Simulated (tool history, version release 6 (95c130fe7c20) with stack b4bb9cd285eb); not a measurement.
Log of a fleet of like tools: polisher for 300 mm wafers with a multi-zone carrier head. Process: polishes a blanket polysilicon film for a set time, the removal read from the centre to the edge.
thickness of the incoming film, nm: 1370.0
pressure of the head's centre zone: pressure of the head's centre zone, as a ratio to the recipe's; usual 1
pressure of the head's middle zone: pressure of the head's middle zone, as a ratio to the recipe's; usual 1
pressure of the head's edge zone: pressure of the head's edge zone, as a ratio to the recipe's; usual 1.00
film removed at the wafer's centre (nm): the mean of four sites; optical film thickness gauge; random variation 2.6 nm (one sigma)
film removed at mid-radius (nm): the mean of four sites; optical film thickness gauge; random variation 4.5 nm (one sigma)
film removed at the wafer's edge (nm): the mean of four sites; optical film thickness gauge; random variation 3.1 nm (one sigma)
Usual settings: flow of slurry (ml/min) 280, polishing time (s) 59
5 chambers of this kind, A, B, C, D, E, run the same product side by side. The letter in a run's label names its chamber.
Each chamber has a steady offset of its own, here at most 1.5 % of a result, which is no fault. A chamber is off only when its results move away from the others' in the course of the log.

run     day  flow of slurry (ml/min)  pressure of the head's centre zone  pressure of the head's middle zone  pressure of the head's edge zone  polishing time (s)  wafers polished on this pad  hours since the slurry nozzle was cleaned  hours since the centre zone pressure was calibrated  hours since the edge zone pressure was calibrated  film removed at the wafer's centre (nm)  film removed at mid-radius (nm)  film removed at the wafer's edge (nm)
 1B   0.258                      280                                   1                                   1                              1.00                  59                         1182                                      291.2                                                397.9                                              208.2                                   400.04                           409.99                                 401.01
 2D   0.525                      280                                   1                                   1                              1.00                  59                          457                                      261.1                                                218.6                                              237.5                                   399.50                           396.64                                 400.02
      0.842  -- chamber B: worn pad replaced by a new one
 3A   0.975                      280                                   1                                   1                              1.00                  59                          210                                      178.9                                                554.7                                              292.3                                   401.16                           394.88                                 392.54
 4E   1.338                      280                                   1                                   1                              1.00                  59                         1062                                       83.5                                                395.6                                              872.9                                   398.64                           403.07                                 399.39
 5C   1.771                      280                                   1                                   1                              1.00                  59                         1086                                      115.7                                                457.5                                              496.8                                   398.68                           394.62                                 391.82
      1.800  -- chamber D: slurry nozzle cleaned
      1.875  -- chamber C: worn pad replaced by a new one
 6E   2.071                      280                                   1                                   1                              1.00                  59                         1180                                      101.1                                                413.2                                              890.5                                   401.43                           393.95                                 400.91
 7C   2.288                      280                                   1                                   1                              1.00                  59                           66                                      128.1                                                469.9                                              509.2                                   401.14                           406.66                                 397.87
 8D   2.583                      280                                   1                                   1                              1.00                  59                          789                                       18.9                                                268.0                                              286.9                                   400.48                           393.68                                 410.20
      2.896  -- chamber C: centre zone pressure recalibrated
 9A   2.942                      280                                   1                                   1                              1.00                  59                          527                                      226.1                                                601.9                                              339.5                                   398.62                           397.02                                 397.02
10B   3.225                      280                                   1                                   1                              1.00                  59                          383                                      362.4                                                469.1                                              279.4                                   402.04                           408.59                                 394.24
11C   3.542                      280                                   1                                   1                              1.00                  59                          268                                      158.2                                                 15.5                                              539.3                                   396.21                           403.81                                 395.70
12A   4.017                      280                                   1                                   1                              1.00                  59                          700                                      251.9                                                627.7                                              365.3                                   401.77                           401.85                                 398.08
13D   4.267                      280                                   1                                   1                              1.00                  59                         1059                                       59.3                                                308.4                                              327.3                                   401.90                           393.53                                 403.15
      4.412  -- chamber D: worn pad replaced by a new one
14E   4.604                      280                                   1                                   1                              1.00                  59                         1587                                      161.9                                                474.0                                              951.3                                   401.06                           404.59                                 401.28
15B   4.854                      345                                   1                                   1                              0.94                  59                          646                                      401.5                                                508.2                                              318.5                                   404.25                           408.57                                 389.71
16E   5.283                      345                                   1                                   1                              0.94                  59                         1696                                      178.2                                                490.3                                              967.6                                   405.71                           414.32                                 395.01
      5.388  -- chamber B: centre zone pressure recalibrated
17B   5.512                      345                                   1                                   1                              0.94                  59                          752                                      417.3                                                  3.0                                              334.3                                   411.91                           414.95                                 392.12
18A   5.879                      345                                   1                                   1                              0.94                  59                          999                                      296.6                                                672.4                                              410.0                                   405.14                           413.22                                 397.81
19D   6.125                      345                                   1                                   1                              0.94                  59                          275                                      103.9                                                353.0                                              371.9                                   411.72                           401.09                                 397.36
20C   6.408                      280                                   1                                   1                              1.00                  59                          729                                      227.0                                                 84.3                                              608.1                                   394.47                           397.85                                 392.03
21B   6.858                      280                                   1                                   1                              1.00                  59                          968                                      449.6                                                 35.3                                              366.6                                   400.45                           408.47                                 399.97
22A   7.150                      280                                   1                                   1                              1.00                  59                         1204                                      327.1                                                702.9                                              440.5                                   398.65                           405.52                                 394.96
      7.358  -- chamber A: worn pad replaced by a new one
23C   7.388                      375                                   1                                   1                              1.00                  59                          887                                      250.5                                                107.8                                              631.6                                   409.40                           411.44                                 400.57
24D   7.846                      375                                   1                                   1                              1.00                  59                          552                                      145.2                                                394.3                                              413.2                                   411.55                           397.77                                 408.03
25E   8.325                      375                                   1                                   1                              1.00                  59                         2186                                      251.2                                                563.3                                             1040.6                                   400.59                           395.69                                 392.94
26B   8.638                      375                                   1                                   1                              1.00                  59                         1254                                      492.3                                                 78.0                                              409.3                                   415.19                           415.25                                 410.55
      8.783  -- chamber B: worn pad replaced by a new one
      8.829  -- chamber A: centre zone pressure recalibrated
27A   8.858                      375                                   1                                   1                              1.00                  59                          241                                      368.1                                                  0.8                                              481.5                                   410.73                           409.11                                 403.97
      9.058  -- chamber C: edge zone pressure recalibrated
28D   9.221                      280                                   1                                   1                              1.00                  59                          773                                      178.2                                                427.3                                              446.2                                   399.10                           397.57                                 396.99
      9.312  -- chamber C: worn pad replaced by a new one
29C   9.588                      280                                   1                                   1                              1.00                  59                           44                                      303.3                                                160.6                                               12.8                                   394.84                           398.85                                 398.74
30E  10.075                      280                                   1                                   1                              1.00                  59                         2467                                      293.2                                                605.3                                             1082.6                                   381.76                           390.36                                 384.13
31D  10.317                      280                                   1                                   1                              1.00                  59                          949                                      204.5                                                453.6                                              472.5                                   401.97                           392.88                                 399.20
32A  10.696                      280                                   1                                   1                              1.00                  59                          537                                      412.2                                                 44.9                                              525.6                                   399.03                           393.57                                 397.08
33B  11.050                      280                                   1                                   1                              1.00                  59                          365                                      550.2                                                135.9                                              467.2                                   400.75                           414.02                                 395.66
34C  11.533                      280                                   1                                   1                              1.11                  59                          357                                      350.0                                                207.3                                               59.5                                   400.23                           409.98                                 416.52
35E  11.825                      280                                   1                                   1                              1.11                  59                         2749                                      335.2                                                647.3                                             1124.6                                   372.52                           385.97                                 396.36
     11.838  -- chamber D: worn pad replaced by a new one
36C  12.254                      280                                   1                                   1                              1.11                  59                          473                                      367.3                                                224.6                                               76.8                                   393.64                           402.44                                 419.05
37E  12.558                      280                                   1                                   1                              1.11                  59                         2867                                      352.8                                                664.9                                             1142.2                                   367.33                           375.24                                 395.43
38A  12.817                      280                                   1                                   1                              1.11                  59                          878                                      463.1                                                 95.8                                              576.5                                   396.02                           393.04                                 420.86
39D  13.071                      280                                   1                                   1                              1.00                  59                          198                                      270.6                                                519.7                                              538.6                                   394.55                           395.50                                 407.73
40B  13.317                      280                                   1                                   1                              1.00                  59                          729                                      604.6                                                190.3                                              521.6                                   398.63                           403.97                                 402.92
41B  13.683                      250                                   1                                   1                              1.00                  47                          788                                      613.4                                                199.1                                              530.4                                   314.20                           316.76                                 316.37

All 5 chambers run these settings next. Forecast each chamber's results:
42A  14.033                      280                                   1                                   1                              1.00                  59                                                                                                                                                                                                                        ?                                ?                                      ?
42B  14.033                      280                                   1                                   1                              1.00                  59                                                                                                                                                                                                                        ?                                ?                                      ?
42C  14.033                      280                                   1                                   1                              1.00                  59                                                                                                                                                                                                                        ?                                ?                                      ?
42D  14.033                      280                                   1                                   1                              1.00                  59                                                                                                                                                                                                                        ?                                ?                                      ?
42E  14.033                      280                                   1                                   1                              1.00                  59                                                                                                                                                                                                                        ?                                ?                                      ?

run  film removed at the wafer's centre (nm)  film removed at mid-radius (nm)  film removed at the wafer's edge (nm)
42A                                   394.06                           396.12                                 398.07
42B                                   400.41                           402.26                                 398.81
42C                                   399.62                           404.36                                 394.13
42D                                   402.81                           397.41                                 395.43
42E                                   365.71                           362.33                                 369.13
